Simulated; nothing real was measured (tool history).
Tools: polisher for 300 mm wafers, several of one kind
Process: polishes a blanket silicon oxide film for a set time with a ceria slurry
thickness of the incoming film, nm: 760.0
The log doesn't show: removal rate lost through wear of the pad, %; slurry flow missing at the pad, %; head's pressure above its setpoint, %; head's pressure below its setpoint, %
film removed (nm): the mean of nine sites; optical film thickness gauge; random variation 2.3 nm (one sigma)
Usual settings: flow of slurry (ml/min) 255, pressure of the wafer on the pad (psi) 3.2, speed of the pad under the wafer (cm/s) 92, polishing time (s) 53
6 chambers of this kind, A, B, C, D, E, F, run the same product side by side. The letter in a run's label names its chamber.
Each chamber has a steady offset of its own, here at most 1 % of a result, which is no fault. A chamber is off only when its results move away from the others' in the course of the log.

run   hour  flow of slurry (ml/min)  pressure of the wafer on the pad (psi)  speed of the pad under the wafer (cm/s)  polishing time (s)  wafers polished on this pad  hours since the slurry nozzle was cleaned  hours since the head pressure was calibrated  film removed (nm)
       1.8  -- chamber B: worn pad replaced by a new one
 1E    1.9                      255                                     3.2                                       92                  53                          244                                        377                                         755.9             246.34
 2C    4.4                      255                                     3.2                                       92                  53                          582                                      758.4                                         397.3             244.36
       4.5  -- chamber D: worn pad replaced by a new one
 3F      7                      255                                     3.2                                       92                  53                          263                                      418.9                                         239.1             239.32
 4D   10.5                      255                                     3.2                                       92                  53                           92                                      213.9                                         689.1             241.07
 5B   14.8                      295                                     3.2                                      106                  53                          200                                       83.8                                         368.1             284.34
 6A   17.3                      295                                     3.2                                      106                  53                          748                                      579.2                                         118.1             276.95
 7D   19.6                      295                                     3.2                                      106                  53                          231                                        223                                         698.2             282.84
 8A   21.9                      295                                     3.2                                      106                  53                          819                                      583.8                                         122.7             278.99
 9B     25                      295                                     3.2                                      106                  53                          356                                         94                                         378.3             284.58
      26.6  -- chamber F: worn pad replaced by a new one
10C     28                      295                                     3.2                                      106                  53                          943                                        782                                         420.9             279.35
11F   30.6                      255                                     3.2                                       92                  71                           62                                      442.5                                         262.7             327.83
12E   33.6                      255                                     3.2                                       92                  71                          729                                      408.7                                         787.6              326.1
      35.5  -- chamber C: slurry nozzle cleaned
13E   37.2                      255                                     3.2                                       92                  71                          784                                      412.3                                         791.2             328.54
      37.4  -- chamber A: worn pad replaced by a new one
14D   39.8                      255                                     3.2                                       92                  71                          540                                      243.2                                         718.4             324.68
15F     42                      255                                     3.2                                       92                  71                          236                                      453.9                                         274.1             325.26
      42.2  -- chamber B: worn pad replaced by a new one
16A   43.9                      255                                     3.2                                       92                  71                           99                                      605.8                                         144.7             322.78
17B   47.5                      255                                     3.2                                       92                  53                           81                                      116.5                                         400.8             248.08
18C   51.7                      255                                     3.2                                       92                  53                         1306                                       16.3                                         444.6             238.64
      55.5  -- chamber C: worn pad replaced by a new one
19B   55.5                      255                                     3.2                                       92                  53                          204                                      124.5                                         408.8             243.53
20D   57.8                      290                                     3.2                                       92                  40                          815                                      261.2                                         736.4             185.41
      59.2  -- chamber B: head pressure recalibrated
      61.2  -- chamber F: worn pad replaced by a new one
21C   61.6                      290                                     3.2                                       92                  40                           94                                       26.2                                         454.5             188.64
22F   64.9                      290                                     3.2                                       92                  40                           57                                      476.8                                           297             182.58
23E   69.1                      290                                     3.2                                       92                  40                         1272                                      444.2                                         823.1             188.65
24A   71.1                      290                                     3.2                                       92                  40                          515                                        633                                         171.9             184.76
      72.3  -- chamber D: worn pad replaced by a new one
25E   73.6                      290                                     3.2                                       92                  40                         1341                                      448.7                                         827.6             185.24
      76.1  -- chamber B: worn pad replaced by a new one
26B   77.9                      255                                     3.2                                       92                  53                           28                                      146.9                                          18.7             241.32
27F   79.9                      255                                     3.2                                       92                  53                          287                                      491.8                                           312             234.87
28C   82.9                      255                                     3.2                                       92                  53                          420                                       47.5                                         475.8             245.88
      85.3  -- chamber E: worn pad replaced by a new one
29A   86.4                      170                                     3.2                                       92                  69                          749                                      648.3                                         187.2             301.17
30D   88.9                      170                                     3.2                                       92                  69                          254                                      292.3                                         767.5             299.22
31F   90.8                      170                                     3.2                                       92                  69                          453                                      502.7                                         322.9             288.09
32D   92.8                      170                                     3.2                                       92                  69                          313                                      296.2                                         771.4             300.34
33A   96.1                      170                                     3.2                                       92                  69                          898                                        658                                         196.9             299.25
34C   99.1                      170                                     3.2                                       92                  69                          668                                       63.7                                           492             298.61
35B  102.3                      255                                     3.2                                       92                  53                          401                                      171.3                                          43.1             245.21
36E  105.9                      255                                     3.2                                       92                  53                          315                                        481                                         859.9             244.37
       107  -- chamber A: worn pad replaced by a new one
37D  109.6                      255                                     3.2                                       92                  53                          570                                        313                                         788.2             240.71
38A  112.3                      255                                     3.2                                       92                  53                           81                                      674.2                                         213.1             242.31
39C  114.8                      255                                     3.2                                       92                  53                          908                                       79.4                                         507.7              241.9

Is one chamber off against the others, does the gauge drift, or is nothing wrong? If a chamber is off, say which, and what the likeliest cause is.

Chamber F drifts away from the others.
Cause: head's pressure below its setpoint, % = 7.87.
The log may not tell that from: slurry flow missing at the pad, %.

Here are 4 candidates for chamber F's next run, each the usual settings with a change, their results left as question marks. Which one brings its results back in line with what the others give on the usual settings?
In line means no further than this from the other chambers' mean on the usual settings: film removed (nm) 8
40F-1  117.9                      250                                     3.2                                       92                  44                                                                                                                                        ?
40F-2  117.9                      255                                     3.5                                       92                  53                                                                                                                                        ?
40F-3  117.9                      260                                     3.5                                       92                  58                                                                                                                                        ?
40F-4  117.9                      255                                     3.2                                       92                  49                                                                                                                                        ?

The other chambers' mean on the usual settings: film removed (nm) 243.96
  run  film removed (nm)
40F-1              185.6
40F-2             245.38
40F-3              269.1
40F-4             207.15
40F-2 brings the chamber back in line.
